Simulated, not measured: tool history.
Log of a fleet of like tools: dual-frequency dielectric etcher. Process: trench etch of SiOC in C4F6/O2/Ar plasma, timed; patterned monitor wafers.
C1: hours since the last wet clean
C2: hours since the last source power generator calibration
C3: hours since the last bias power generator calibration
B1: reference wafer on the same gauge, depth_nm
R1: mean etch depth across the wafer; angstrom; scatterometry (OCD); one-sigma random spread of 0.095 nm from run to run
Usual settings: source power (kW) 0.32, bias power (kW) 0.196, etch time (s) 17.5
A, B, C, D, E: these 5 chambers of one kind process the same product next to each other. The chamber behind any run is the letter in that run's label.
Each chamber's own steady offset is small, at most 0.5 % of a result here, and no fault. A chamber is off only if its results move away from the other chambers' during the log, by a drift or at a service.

Run 1A, hour 14: usual settings; C1 38.4; C2 2380.2; C3 286.3; B1 40.806. Result: R1 343.21 angstrom.
Run 2E, hour 27.3: usual settings; C1 115.1; C2 884.3; C3 1961.9; B1 40.826. Result: R1 342.91 angstrom.
Run 3D, hour 35: usual settings; C1 376.9; C2 1123; C3 768.8; B1 40.812. Result: R1 339.65 angstrom.
Run 4C, hour 47.6: usual settings; C1 265.7; C2 4131.7; C3 2815.6; B1 40.816. Result: R1 342.49 angstrom.
At hour 53.5: chamber D: wet clean of the chamber.
Run 5B, hour 58.8: usual settings; C1 335.7; C2 2407.6; C3 2453.5; B1 40.79. Result: R1 344.02 angstrom.
Run 6E, hour 72.9: usual settings; C1 160.7; C2 929.9; C3 2007.5; B1 40.807. Result: R1 341.89 angstrom.
Run 7A, hour 83: usual settings; C1 107.4; C2 2449.2; C3 355.3; B1 40.774. Result: R1 342.04 angstrom.
Run 8D, hour 94.4: usual settings; C1 40.9; C2 1182.4; C3 828.2; B1 40.81. Result: R1 341.44 angstrom.
Run 9B, hour 102.5: usual settings; C1 379.4; C2 2451.3; C3 2497.2; B1 40.795. Result: R1 342.8 angstrom.
Run 10C, hour 111.7: usual settings; C1 329.8; C2 4195.8; C3 2879.7; B1 40.815. Result: R1 341.49 angstrom.
Run 11A, hour 119.2: usual settings; C1 143.6; C2 2485.4; C3 391.5; B1 40.79. Result: R1 342.17 angstrom.
At hour 127: chamber A: source power generator calibrated.
Run 12C, hour 128: usual settings; C1 346.1; C2 4212.1; C3 2896; B1 40.801. Result: R1 342.59 angstrom.
At hour 129.9: chamber C: bias power generator calibrated.
Run 13D, hour 135.3: usual settings; C1 81.8; C2 1223.3; C3 869.1; B1 40.784. Result: R1 341.7 angstrom.
Run 14E, hour 144.2: usual settings; C1 232; C2 1001.2; C3 2078.8; B1 40.798. Result: R1 341.92 angstrom.
Run 15B, hour 153.7: usual settings; C1 430.6; C2 2502.5; C3 2548.4; B1 40.823. Result: R1 342.88 angstrom.
Run 16E, hour 166.5: usual settings; C1 254.3; C2 1023.5; C3 2101.1; B1 40.771. Result: R1 340.41 angstrom.
Run 17A, hour 179.6: usual settings; C1 204; C2 52.6; C3 451.9; B1 40.82. Result: R1 341.97 angstrom.
Run 18B, hour 192.6: usual settings; C1 469.5; C2 2541.4; C3 2587.3; B1 40.795. Result: R1 342.89 angstrom.
At hour 202.2: chamber B: wet clean of the chamber.
Run 19C, hour 202.3: usual settings; C1 420.4; C2 4286.4; C3 72.4; B1 40.776. Result: R1 340.98 angstrom.
Run 20D, hour 216.5: usual settings; C1 163; C2 1304.5; C3 950.3; B1 40.805. Result: R1 340.76 angstrom.
Run 21A, hour 225.6: usual settings; C1 250; C2 98.6; C3 497.9; B1 40.825. Result: R1 341.32 angstrom.
Run 22C, hour 236.2: usual settings; C1 454.3; C2 4320.3; C3 106.3; B1 40.805. Result: R1 340.29 angstrom.
Run 23D, hour 244.5: usual settings; C1 191; C2 1332.5; C3 978.3; B1 40.782. Result: R1 340.07 angstrom.
Run 24E, hour 251.8: usual settings; C1 339.6; C2 1108.8; C3 2186.4; B1 40.796. Result: R1 342.75 angstrom.
Run 25B, hour 261.3: usual settings; C1 59.2; C2 2610.1; C3 2656; B1 40.805. Result: R1 348.55 angstrom.
Run 26C, hour 270.1: usual settings; C1 488.2; C2 4354.2; C3 140.2; B1 40.776. Result: R1 342.27 angstrom.
Run 27D, hour 280.9: usual settings; C1 227.4; C2 1368.9; C3 1014.7; B1 40.791. Result: R1 341.15 angstrom.
Run 28A, hour 291: usual settings; C1 315.4; C2 164; C3 563.3; B1 40.799. Result: R1 342.51 angstrom.
Run 29B, hour 301.1: usual settings; C1 99; C2 2649.9; C3 2695.8; B1 40.773. Result: R1 348.66 angstrom.
Run 30E, hour 307.9: usual settings; C1 395.7; C2 1164.9; C3 2242.5; B1 40.803. Result: R1 340.42 angstrom.
Run 31E, hour 316.3: usual settings but source power (kW) 0.26; C1 404.1; C2 1173.3; C3 2250.9; B1 40.804. Result: R1 315.47 angstrom.
At hour 331: chamber C: wet clean of the chamber.
Run 32B, hour 331.2: usual settings but source power (kW) 0.26; C1 129.1; C2 2680; C3 2725.9; B1 40.792. Result: R1 324.06 angstrom.
Run 33A, hour 341.7: usual settings but source power (kW) 0.26; C1 366.1; C2 214.7; C3 614; B1 40.807. Result: R1 315.26 angstrom.
Run 34D, hour 354: usual settings but source power (kW) 0.26; C1 300.5; C2 1442; C3 1087.8; B1 40.799. Result: R1 315.06 angstrom.
At hour 354.3: chamber C: source power generator calibrated.
Run 35C, hour 368.6: usual settings but source power (kW) 0.26; C1 37.7; C2 14.3; C3 238.7; B1 40.776. Result: R1 316.52 angstrom.
Run 36D, hour 375.3: usual settings; C1 321.8; C2 1463.3; C3 1109.1; B1 40.815. Result: R1 342.53 angstrom.

Next, all 5 chambers run the settings below, one line each with question marks for the results. What does each chamber give?
Run 37A, hour 386: usual settings. Result: R1 ?.
Run 37B, hour 386: usual settings. Result: R1 ?.
Run 37C, hour 386: usual settings. Result: R1 ?.
Run 37D, hour 386: usual settings. Result: R1 ?.
Run 37E, hour 386: usual settings. Result: R1 ?.

run      R1
37A  343.15
37B  349.12
37C  341.52
37D  340.67
37E  339.62

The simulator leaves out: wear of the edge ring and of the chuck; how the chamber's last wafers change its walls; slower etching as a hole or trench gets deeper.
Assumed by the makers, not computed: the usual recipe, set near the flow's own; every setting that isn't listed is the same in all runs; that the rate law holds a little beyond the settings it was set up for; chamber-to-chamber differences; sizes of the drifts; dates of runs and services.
